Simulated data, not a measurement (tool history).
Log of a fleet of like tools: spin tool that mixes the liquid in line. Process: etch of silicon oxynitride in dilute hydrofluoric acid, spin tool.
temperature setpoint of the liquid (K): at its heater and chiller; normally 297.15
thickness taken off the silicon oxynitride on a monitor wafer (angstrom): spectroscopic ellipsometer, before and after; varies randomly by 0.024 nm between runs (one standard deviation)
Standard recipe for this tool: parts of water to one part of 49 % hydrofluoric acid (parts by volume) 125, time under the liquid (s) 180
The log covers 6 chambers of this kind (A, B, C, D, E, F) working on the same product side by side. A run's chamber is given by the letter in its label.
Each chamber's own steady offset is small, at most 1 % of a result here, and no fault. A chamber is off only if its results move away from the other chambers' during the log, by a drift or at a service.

run	hour	temperature setpoint of the liquid (K)	parts of water to one part of 49 % hydrofluoric acid (parts by volume)	time under the liquid (s)	hours since the thermometer was replaced	hours since the hydrofluoric acid flow meter was replaced	read-back film thickness of the silicon oxynitride reference wafer, read on the same gauge (nm)	thickness taken off the silicon oxynitride on a monitor wafer (angstrom)
1C	7.1	297.15	125	180	360.1	535.3	69.980	31.028
2F	15.9	297.15	125	180	115.1	597.9	70.014	31.196
3E	25.6	297.15	125	180	2615.1	1267.3	70.039	31.014
4B	34.5	297.15	125	180	883.8	360.1	69.918	31.560
5A	39.8	297.15	125	180	2746.4	650.8	69.992	30.933
6D	48.2	297.15	125	180	1077.3	900.5	69.999	30.935
# hour 56.1: chamber E: thermometer replaced
7B	56.6	297.15	125	180	905.9	382.2	69.944	31.167
8E	66.4	297.15	80	280	10.3	1308.1	70.004	80.420
# hour 73.5: chamber F: hydrofluoric acid flow meter replaced
9C	75.2	297.15	80	280	428.2	603.4	70.007	78.945
# hour 79.8: chamber E: hydrofluoric acid flow meter replaced
10F	85.5	297.15	80	280	184.7	12.0	69.993	80.093
11A	95.7	297.15	80	280	2802.3	706.7	70.025	78.623
12D	105.1	297.15	80	280	1134.2	957.4	69.992	80.115
13B	110.7	297.15	80	280	960.0	436.3	70.052	79.439
14D	121.8	297.15	125	180	1150.9	974.1	69.999	31.434
15A	129.9	297.15	125	180	2836.5	740.9	69.970	31.074
16E	138.7	297.15	125	180	82.6	59.0	70.018	31.448
17C	144.0	297.15	125	180	497.0	672.2	70.000	31.111
# hour 146.3: chamber A: thermometer replaced
18F	152.0	297.15	125	180	251.2	78.5	70.065	31.310
# hour 154.3: chamber D: hydrofluoric acid flow meter replaced
19F	159.9	297.15	125	180	259.1	86.4	69.977	31.609
20E	169.9	297.15	125	180	113.8	90.2	70.024	31.565
21C	180.8	297.15	125	180	533.8	709.0	70.007	31.131
22B	190.3	297.15	125	180	1039.6	515.9	70.025	31.518
23A	199.2	297.15	125	180	53.0	810.2	69.970	31.703
24D	210.4	297.15	125	180	1239.5	56.1	70.008	31.208
25C	218.1	297.15	125	180	571.1	746.3	70.006	31.439
26A	229.6	297.15	125	180	83.4	840.6	69.967	31.192
27D	237.6	297.15	125	180	1266.7	83.3	70.010	31.780
28E	242.7	297.15	125	180	186.6	163.0	70.034	31.459
29F	249.0	297.15	125	180	348.2	175.5	70.054	31.371
30B	260.4	297.15	125	180	1109.7	586.0	69.976	31.567
31C	266.9	297.15	125	180	619.9	795.1	69.996	31.367
32A	273.4	297.15	125	180	127.2	884.4	69.976	31.201
33F	282.7	297.15	125	180	381.9	209.2	69.980	31.127
34B	287.8	297.15	170	180	1137.1	613.4	70.007	22.207
35E	292.8	297.15	170	180	236.7	213.1	70.009	22.162
36D	300.9	297.15	170	180	1330.0	146.6	70.013	22.505
37E	306.0	297.15	170	180	249.9	226.3	70.005	21.887
38C	317.1	297.15	170	180	670.1	845.3	70.025	22.220
39F	323.7	297.15	170	180	422.9	250.2	70.032	22.282
40B	329.7	297.15	125	180	1179.0	655.3	69.993	31.514
41A	335.1	297.15	125	180	188.9	946.1	70.018	31.259

Which is it: a chamber that has drifted or been left off by a service, a gauge drift common to all chambers, or only each chamber's usual small offset? If a chamber is off, name it and its likeliest cause.

All chambers stay in line apart from their small fixed offsets, and the gauge does not drift.

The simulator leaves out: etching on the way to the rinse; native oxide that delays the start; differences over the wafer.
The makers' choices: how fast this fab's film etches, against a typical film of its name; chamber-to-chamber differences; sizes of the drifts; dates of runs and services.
